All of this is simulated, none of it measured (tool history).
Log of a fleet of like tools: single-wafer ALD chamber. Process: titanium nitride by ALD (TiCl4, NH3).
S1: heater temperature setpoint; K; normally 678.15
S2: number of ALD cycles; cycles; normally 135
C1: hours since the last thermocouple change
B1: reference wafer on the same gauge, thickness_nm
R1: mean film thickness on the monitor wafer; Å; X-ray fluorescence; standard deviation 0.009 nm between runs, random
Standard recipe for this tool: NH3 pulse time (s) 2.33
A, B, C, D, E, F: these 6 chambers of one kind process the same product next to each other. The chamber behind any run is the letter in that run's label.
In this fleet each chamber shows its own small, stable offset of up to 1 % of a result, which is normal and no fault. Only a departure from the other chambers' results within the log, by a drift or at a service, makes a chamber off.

Run 1C, day 0.396: usual settings; C1 1847.6; B1 2.7897. Result: R1 29.967 Å.
Run 2E, day 0.933: usual settings; C1 1024.8; B1 2.7917. Result: R1 29.708 Å.
Run 3B, day 1.296: usual settings; C1 2278.4; B1 2.7885. Result: R1 29.878 Å.
Run 4D, day 1.646: usual settings; C1 548.9; B1 2.792. Result: R1 29.864 Å.
Run 5F, day 2.221: usual settings; C1 1259.9; B1 2.7897. Result: R1 30.057 Å.
Run 6A, day 2.75: usual settings; C1 1045.2; B1 2.789. Result: R1 29.988 Å.
Run 7D, day 3.142: usual settings; C1 584.8; B1 2.7893. Result: R1 29.887 Å.
Run 8F, day 3.517: usual settings; C1 1291; B1 2.789. Result: R1 30.069 Å.
Run 9B, day 4.017: usual settings; C1 2343.7; B1 2.7901. Result: R1 29.84 Å.
Run 10C, day 4.496: usual settings; C1 1946; B1 2.7897. Result: R1 29.843 Å.
Run 11E, day 4.9: usual settings; C1 1120; B1 2.7895. Result: R1 29.588 Å.
Run 12A, day 5.242: usual settings; C1 1105; B1 2.7915. Result: R1 29.86 Å.
Run 13D, day 5.638: usual settings but S1 688.15 K, NH3 pulse time (s) 1.48; C1 644.7; B1 2.7879. Result: R1 29.51 Å.
Run 14F, day 5.9: usual settings but S1 688.15 K, NH3 pulse time (s) 1.48; C1 1348.2; B1 2.7899. Result: R1 29.631 Å.
Run 15A, day 6.4: usual settings but S1 688.15 K, NH3 pulse time (s) 1.48; C1 1132.8; B1 2.7895. Result: R1 29.636 Å.
Run 16B, day 6.788: usual settings but S1 688.15 K, NH3 pulse time (s) 1.48; C1 2410.2; B1 2.7901. Result: R1 29.491 Å.
Run 17E, day 7.225: usual settings but S1 688.15 K, NH3 pulse time (s) 1.48; C1 1175.8; B1 2.7889. Result: R1 29.181 Å.
Run 18C, day 7.571: usual settings but S1 688.15 K, NH3 pulse time (s) 1.48; C1 2019.8; B1 2.7881. Result: R1 29.512 Å.
Run 19B, day 8.112: usual settings but S2 111 cycles, NH3 pulse time (s) 2.91; C1 2442; B1 2.7915. Result: R1 24.537 Å.
Run 20C, day 8.592: usual settings but S2 111 cycles, NH3 pulse time (s) 2.91; C1 2044.3; B1 2.7919. Result: R1 24.752 Å.
Run 21E, day 9.092: usual settings but S2 111 cycles, NH3 pulse time (s) 2.91; C1 1220.6; B1 2.7912. Result: R1 24.597 Å.
Run 22D, day 9.579: usual settings but S2 111 cycles, NH3 pulse time (s) 2.91; C1 739.3; B1 2.7892. Result: R1 24.746 Å.
Run 23F, day 10.117: usual settings but S2 111 cycles, NH3 pulse time (s) 2.91; C1 1449.4; B1 2.7882. Result: R1 24.877 Å.
Run 24A, day 10.417: usual settings but S2 111 cycles, NH3 pulse time (s) 2.91; C1 1229.2; B1 2.7893. Result: R1 24.789 Å.
Run 25E, day 10.771: usual settings; C1 1260.9; B1 2.7885. Result: R1 29.556 Å.
Run 26A, day 11.25: usual settings; C1 1249.2; B1 2.7902. Result: R1 29.976 Å.
At day 11.296: chamber B: thermocouple changed; heater temperature recalibrated.
Run 27B, day 11.558: usual settings; C1 6.4; B1 2.7895. Result: R1 29.873 Å.
Run 28F, day 11.971: usual settings; C1 1493.9; B1 2.7896. Result: R1 29.985 Å.
Run 29C, day 12.258: usual settings; C1 2132.3; B1 2.7887. Result: R1 29.904 Å.
Run 30D, day 12.704: usual settings; C1 814.3; B1 2.7907. Result: R1 29.845 Å.
Run 31B, day 12.967: usual settings; C1 40.2; B1 2.7904. Result: R1 29.953 Å.
Run 32A, day 13.408: usual settings; C1 1301; B1 2.7907. Result: R1 29.985 Å.
Run 33F, day 13.788: usual settings; C1 1537.5; B1 2.7918. Result: R1 29.986 Å.
Run 34C, day 14.217: usual settings but S2 122 cycles, NH3 pulse time (s) 1.93; C1 2179.3; B1 2.7885. Result: R1 26.712 Å.
Run 35E, day 14.492: usual settings but S2 122 cycles, NH3 pulse time (s) 1.93; C1 1350.2; B1 2.7898. Result: R1 26.485 Å.
Run 36D, day 14.788: usual settings but S2 122 cycles, NH3 pulse time (s) 1.93; C1 864.3; B1 2.7895. Result: R1 26.873 Å.
Run 37E, day 15.112: usual settings but S2 122 cycles, NH3 pulse time (s) 1.93; C1 1365.1; B1 2.7894. Result: R1 26.774 Å.
Run 38A, day 15.642: usual settings but S2 122 cycles, NH3 pulse time (s) 1.93; C1 1354.6; B1 2.7895. Result: R1 26.861 Å.
Run 39C, day 16.192: usual settings but S2 122 cycles, NH3 pulse time (s) 1.93; C1 2226.7; B1 2.7908. Result: R1 26.871 Å.
Run 40F, day 16.712: usual settings but S2 148 cycles; C1 1607.7; B1 2.7912. Result: R1 32.819 Å.
Run 41B, day 17.046: usual settings but S2 148 cycles; C1 138.1; B1 2.7909. Result: R1 32.659 Å.
Run 42D, day 17.325: usual settings but S2 148 cycles; C1 925.2; B1 2.7915. Result: R1 32.749 Å.

Next, every chamber runs the same settings. What will each give?
Run 43A, day 17.746: usual settings but S1 670.15 K. Result: R1 ?.
Run 43B, day 17.746: usual settings but S1 670.15 K. Result: R1 ?.
Run 43C, day 17.746: usual settings but S1 670.15 K. Result: R1 ?.
Run 43D, day 17.746: usual settings but S1 670.15 K. Result: R1 ?.
Run 43E, day 17.746: usual settings but S1 670.15 K. Result: R1 ?.
Run 43F, day 17.746: usual settings but S1 670.15 K. Result: R1 ?.

run      R1
43A  30.029
43B  29.672
43C  29.787
43D  29.638
43E  29.568
43F  30.065

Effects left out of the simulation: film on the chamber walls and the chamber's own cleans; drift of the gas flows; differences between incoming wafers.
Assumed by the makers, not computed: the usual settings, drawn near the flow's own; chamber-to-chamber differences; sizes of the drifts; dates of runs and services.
